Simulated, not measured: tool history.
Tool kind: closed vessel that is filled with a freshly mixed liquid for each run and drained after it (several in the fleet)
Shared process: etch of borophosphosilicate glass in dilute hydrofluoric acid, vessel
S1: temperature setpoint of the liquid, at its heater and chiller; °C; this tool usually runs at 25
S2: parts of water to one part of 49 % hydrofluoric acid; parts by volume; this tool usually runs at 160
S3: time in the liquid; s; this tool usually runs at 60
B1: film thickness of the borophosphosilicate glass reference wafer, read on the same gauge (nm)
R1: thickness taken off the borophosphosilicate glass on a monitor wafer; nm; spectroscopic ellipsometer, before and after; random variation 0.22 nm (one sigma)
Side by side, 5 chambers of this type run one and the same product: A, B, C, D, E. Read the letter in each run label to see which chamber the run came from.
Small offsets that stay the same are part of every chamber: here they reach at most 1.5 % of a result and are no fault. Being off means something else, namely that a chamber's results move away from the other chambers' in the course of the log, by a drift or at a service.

run 1C hour=10.2 | S1=25 S2=160 S3=60 | B1=109.96 | R1=23.805
run 2D hour=19.8 | S1=25 S2=160 S3=60 | B1=110.05 | R1=23.356
run 3B hour=27.1 | S1=25 S2=160 S3=60 | B1=110.01 | R1=23.451
run 4A hour=36.4 | S1=25 S2=160 S3=60 | B1=109.97 | R1=24.032
run 5E hour=46.5 | S1=25 S2=160 S3=60 | B1=109.99 | R1=23.457
run 6C hour=57.3 | S1=25 S2=160 S3=60 | B1=109.99 | R1=23.632
run 7E hour=69.5 | S1=25 S2=160 S3=60 | B1=110.01 | R1=23.608
run 8B hour=79.4 | S1=25 S2=160 S3=60 | B1=110.01 | R1=23.428
run 9D hour=93 | S1=25 S2=160 S3=60 | B1=110.04 | R1=23.601
run 10A hour=104.2 | S1=25 S2=160 S3=60 | B1=109.99 | R1=23.561
run 11A hour=111 | S1=25 S2=160 S3=60 | B1=109.95 | R1=23.302
run 12E hour=120.8 | S1=25 S2=160 S3=60 | B1=110.03 | R1=23.61
run 13D hour=126.8 | S1=25 S2=160 S3=40 | B1=109.97 | R1=15.679
run 14B hour=134.7 | S1=25 S2=160 S3=40 | B1=109.99 | R1=15.645
run 15C hour=146.7 | S1=25 S2=160 S3=40 | B1=109.97 | R1=16.1
run 16C hour=158.8 | S1=25 S2=160 S3=40 | B1=109.99 | R1=15.636
run 17B hour=169.4 | S1=25 S2=160 S3=40 | B1=110.03 | R1=15.713
run 18D hour=177.1 | S1=25 S2=160 S3=75 | B1=109.94 | R1=28.799
run 19E hour=188 | S1=25 S2=160 S3=75 | B1=110.01 | R1=29.578
run 20A hour=197.7 | S1=25 S2=160 S3=75 | B1=110.04 | R1=28.443
run 21E hour=208.9 | S1=25 S2=160 S3=75 | B1=109.98 | R1=29.985
run 22A hour=217.2 | S1=25 S2=160 S3=75 | B1=109.98 | R1=28.314
run 23C hour=226.2 | S1=25 S2=160 S3=60 | B1=109.96 | R1=23.479
run 24D hour=236.2 | S1=25 S2=160 S3=60 | B1=109.98 | R1=23.466
run 25B hour=244.4 | S1=25 S2=160 S3=60 | B1=109.96 | R1=23.598
run 26D hour=253.8 | S1=25 S2=160 S3=60 | B1=110.03 | R1=23.326
-- hour=260 chamber D: hydrofluoric acid flow meter replaced
-- hour=260.1 chamber A: thermometer replaced
run 27A hour=260.2 | S1=25 S2=160 S3=60 | B1=110.02 | R1=22.256
run 28B hour=267 | S1=25 S2=160 S3=60 | B1=109.99 | R1=23.471
run 29C hour=273.1 | S1=25 S2=220 S3=60 | B1=109.99 | R1=16.318
run 30E hour=286.5 | S1=25 S2=220 S3=60 | B1=109.99 | R1=16.083
run 31C hour=297.8 | S1=25 S2=220 S3=60 | B1=110 | R1=16.229
run 32A hour=305.9 | S1=25 S2=220 S3=60 | B1=109.99 | R1=14.577
run 33B hour=317.7 | S1=25 S2=220 S3=60 | B1=110.06 | R1=16.216
run 34D hour=328.4 | S1=25 S2=160 S3=60 | B1=109.98 | R1=23.332
run 35E hour=338.2 | S1=21.5 S2=160 S3=60 | B1=110 | R1=20.24
run 36E hour=351.3 | S1=21.5 S2=160 S3=60 | B1=110.01 | R1=20.784
run 37D hour=362.6 | S1=21.5 S2=160 S3=60 | B1=109.97 | R1=20.783

All 5 chambers run these settings next. Forecast each chamber's results:
run 38A hour=372.3 | S1=25 S2=160 S3=60 | R1=?
run 38B hour=372.3 | S1=25 S2=160 S3=60 | R1=?
run 38C hour=372.3 | S1=25 S2=160 S3=60 | R1=?
run 38D hour=372.3 | S1=25 S2=160 S3=60 | R1=?
run 38E hour=372.3 | S1=25 S2=160 S3=60 | R1=?

run=38A R1=21.278
run=38B R1=23.815
run=38C R1=23.473
run=38D R1=23.213
run=38E R1=23.85
